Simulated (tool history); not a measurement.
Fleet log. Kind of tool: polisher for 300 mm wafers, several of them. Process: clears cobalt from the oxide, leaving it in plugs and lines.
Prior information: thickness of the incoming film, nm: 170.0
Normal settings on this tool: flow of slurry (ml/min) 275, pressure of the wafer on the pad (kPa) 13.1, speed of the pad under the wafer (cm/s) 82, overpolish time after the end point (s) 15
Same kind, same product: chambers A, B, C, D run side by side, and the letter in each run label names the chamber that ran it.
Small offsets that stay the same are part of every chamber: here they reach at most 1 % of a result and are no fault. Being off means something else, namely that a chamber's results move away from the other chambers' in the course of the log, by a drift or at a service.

| run | day | flow of slurry (ml/min) | pressure of the wafer on the pad (kPa) | speed of the pad under the wafer (cm/s) | overpolish time after the end point (s) | time until the end point was called (s) | dishing of a wide line in a test structure (nm) |
|---|---|---|---|---|---|---|---|
| 1B | 0.171 | 275 | 13.1 | 82 | 15 | 50.894 | 33.763 |
| 2D | 0.304 | 275 | 13.1 | 82 | 15 | 50.619 | 33.268 |
|  | 0.367 | chamber D: worn pad replaced by a new one |
| 3A | 0.433 | 275 | 13.1 | 82 | 15 | 51.797 | 34.043 |
|  | 0.462 | chamber D: slurry nozzle cleaned |
| 4C | 0.567 | 275 | 13.1 | 82 | 15 | 52.676 | 35.313 |
| 5C | 0.746 | 275 | 13.1 | 82 | 15 | 50.967 | 33.013 |
| 6B | 0.85 | 275 | 13.1 | 82 | 15 | 51.616 | 34.233 |
| 7A | 1.029 | 275 | 13.1 | 82 | 15 | 51.138 | 33.73 |
|  | 1.142 | chamber A: worn pad replaced by a new one |
| 8D | 1.175 | 275 | 13.1 | 82 | 15 | 51.321 | 33.297 |
|  | 1.179 | chamber C: worn pad replaced by a new one |
| 9B | 1.271 | 275 | 13.1 | 82 | 15 | 51.188 | 32.81 |
| 10A | 1.396 | 275 | 13.1 | 82 | 15 | 52.164 | 33.242 |
| 11C | 1.517 | 275 | 13.1 | 82 | 15 | 51.52 | 33.422 |
| 12D | 1.708 | 275 | 13.1 | 82 | 15 | 52.229 | 32.518 |
| 13D | 1.858 | 275 | 13.1 | 82 | 15 | 50.493 | 32.782 |
| 14A | 2.025 | 275 | 13.1 | 82 | 15 | 51.982 | 33.81 |
| 15B | 2.175 | 275 | 13.1 | 96 | 11 | 42.844 | 31.251 |
| 16C | 2.267 | 275 | 13.1 | 96 | 11 | 44.26 | 30.538 |
| 17D | 2.412 | 275 | 13.1 | 96 | 11 | 43.361 | 30.542 |
| 18B | 2.546 | 275 | 13.1 | 96 | 11 | 43.52 | 29.899 |
| 19A | 2.683 | 275 | 13.1 | 82 | 15 | 50.456 | 33.053 |
| 20C | 2.796 | 275 | 13.1 | 82 | 15 | 50.927 | 31.947 |
| 21C | 2.983 | 330 | 13.1 | 82 | 15 | 51.052 | 32.952 |
| 22D | 3.154 | 330 | 13.1 | 82 | 15 | 50.267 | 33.913 |
|  | 3.242 | chamber B: worn pad replaced by a new one |
| 23A | 3.308 | 330 | 13.1 | 82 | 15 | 51.783 | 34.358 |
| 24B | 3.496 | 330 | 13.1 | 82 | 15 | 50.805 | 33.189 |
| 25A | 3.617 | 275 | 13.1 | 82 | 10 | 51.617 | 26.018 |
| 26D | 3.729 | 275 | 13.1 | 82 | 10 | 51.358 | 24.438 |
|  | 3.738 | chamber A: head pressure recalibrated |
|  | 3.833 | chamber D: worn pad replaced by a new one |
| 27B | 3.838 | 275 | 13.1 | 82 | 10 | 51.674 | 26.301 |
| 28C | 3.983 | 275 | 13.1 | 82 | 10 | 50.855 | 24.62 |
| 29D | 4.133 | 275 | 13.1 | 82 | 15 | 51.913 | 33.711 |
| 30A | 4.229 | 275 | 13.1 | 82 | 15 | 50.296 | 34.156 |
| 31C | 4.346 | 275 | 13.1 | 82 | 15 | 52.965 | 34.781 |
| 32B | 4.5 | 275 | 13.1 | 82 | 15 | 51.6 | 32.63 |
| 33D | 4.671 | 275 | 13.1 | 82 | 15 | 51.963 | 32.539 |
| 34A | 4.8 | 275 | 13.1 | 82 | 15 | 52.357 | 33.466 |
| 35C | 4.992 | 275 | 13.1 | 82 | 15 | 50.896 | 32.915 |

Next, every chamber runs the same settings. What will each give?
| 36A | 5.133 | 275 | 11 | 82 | 15 | ? | ? |
| 36B | 5.133 | 275 | 11 | 82 | 15 | ? | ? |
| 36C | 5.133 | 275 | 11 | 82 | 15 | ? | ? |
| 36D | 5.133 | 275 | 11 | 82 | 15 | ? | ? |

| run | time until the end point was called (s) | dishing of a wide line in a test structure (nm) |
|---|---|---|
| 36A | 60.861 | 29.867 |
| 36B | 62.01 | 31.86 |
| 36C | 61.495 | 29.369 |
| 36D | 59.632 | 29.676 |

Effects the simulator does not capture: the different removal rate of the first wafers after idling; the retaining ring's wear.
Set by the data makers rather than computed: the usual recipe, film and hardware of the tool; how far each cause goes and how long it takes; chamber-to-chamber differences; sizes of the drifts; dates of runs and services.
